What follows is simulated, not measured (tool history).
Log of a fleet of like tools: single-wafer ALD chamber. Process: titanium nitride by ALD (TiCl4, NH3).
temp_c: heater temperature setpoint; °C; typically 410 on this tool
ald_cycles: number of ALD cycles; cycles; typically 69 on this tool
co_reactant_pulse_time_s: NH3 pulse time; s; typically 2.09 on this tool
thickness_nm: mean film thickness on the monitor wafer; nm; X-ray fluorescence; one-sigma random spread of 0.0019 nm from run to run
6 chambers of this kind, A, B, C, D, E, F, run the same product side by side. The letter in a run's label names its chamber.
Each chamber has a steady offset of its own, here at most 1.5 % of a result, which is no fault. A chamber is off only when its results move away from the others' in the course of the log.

run	hour	temp_c	ald_cycles	co_reactant_pulse_time_s	hours since the last thermocouple change	read-back reference wafer on the same gauge, thickness_nm	thickness_nm
1E	5.5	410	69	2.09	67.7	1.4696	1.5417
2A	12.1	410	69	2.09	903.5	1.4696	1.5195
3D	17.8	410	69	2.09	570.7	1.4694	1.5239
4F	22.7	410	69	2.09	1859	1.4693	1.5115
5C	27.8	420	69	1.78	1112.4	1.4693	1.526
6B	33.8	420	69	1.78	121.1	1.4686	1.5135
7E	38.1	420	69	1.78	100.3	1.4688	1.5377
8C	44.4	420	69	1.78	1129	1.4688	1.5217
9D	48.7	420	69	1.78	601.6	1.4684	1.524
10F	55.7	420	69	1.78	1892	1.4682	1.5113
11A	61.3	410	58	2.09	952.7	1.4681	1.2723
12B	69	410	58	2.09	156.3	1.468	1.2715
13F	73.6	410	58	2.09	1909.9	1.4679	1.2732
14B	79.7	410	58	2.09	167	1.4673	1.2732
15D	84	410	58	2.09	636.9	1.4675	1.2807
16E	87.6	410	58	2.09	149.8	1.4674	1.2924
17C	94	410	69	2.09	1178.6	1.4672	1.5233
# hour 96.5: chamber F: thermocouple changed; heater temperature recalibrated
18A	101.6	410	69	2.09	993	1.4672	1.5195
19E	108.5	410	69	2.09	170.7	1.4664	1.537
20A	112.4	410	69	2.09	1003.8	1.4667	1.5197
21C	118.1	410	69	2.09	1202.7	1.4667	1.5234
22B	123.7	410	74	2.09	211	1.4657	1.6234
23F	128.6	410	74	2.09	32.1	1.4662	1.622
24D	132.9	410	74	2.09	685.8	1.4658	1.6265
25D	136.7	410	74	2.09	689.6	1.4658	1.631
26A	143.1	410	74	2.09	1034.5	1.4662	1.6251
27B	147.5	410	74	2.09	234.8	1.4653	1.624
28C	155.1	410	69	2.09	1239.7	1.4645	1.5227
# hour 160.5: chamber A: thermocouple changed; heater temperature recalibrated
29F	161.7	410	69	2.09	65.2	1.4651	1.5084
30E	165.3	410	69	2.09	227.5	1.4649	1.5355
31E	169.5	410	69	2.09	231.7	1.4653	1.5399
32D	174.9	410	69	2.09	727.8	1.4641	1.5201
33B	181.2	410	69	2.09	268.5	1.4647	1.5113
34F	184.7	410	69	2.09	88.2	1.4643	1.5089
35A	188.9	410	69	2.09	28.5	1.464	1.5147
36C	195.2	410	69	2.09	1279.8	1.4638	1.5231
37E	201.2	410	69	2.09	263.4	1.4638	1.5347
38F	206	410	69	2.09	109.5	1.4637	1.5058
39B	211.6	410	69	2.09	298.9	1.4632	1.5077
40C	218.4	410	69	2.09	1303	1.4634	1.5198
41A	222.6	410	69	2.09	62.2	1.463	1.5144
42D	230.2	410	69	2.09	783.1	1.4628	1.5163
43B	233.8	410	69	2.09	321.1	1.463	1.5082
44F	239.4	410	69	2.09	142.9	1.4625	1.5071

Is one chamber out of step, is the gauge drifting, or do the chambers differ by no more than their own small offsets? For an off chamber, give its letter and the likeliest cause.

Gauge drift. The chambers move together only on paper, and none stands off.
Cause: gauge reads low (%) = 0.514.
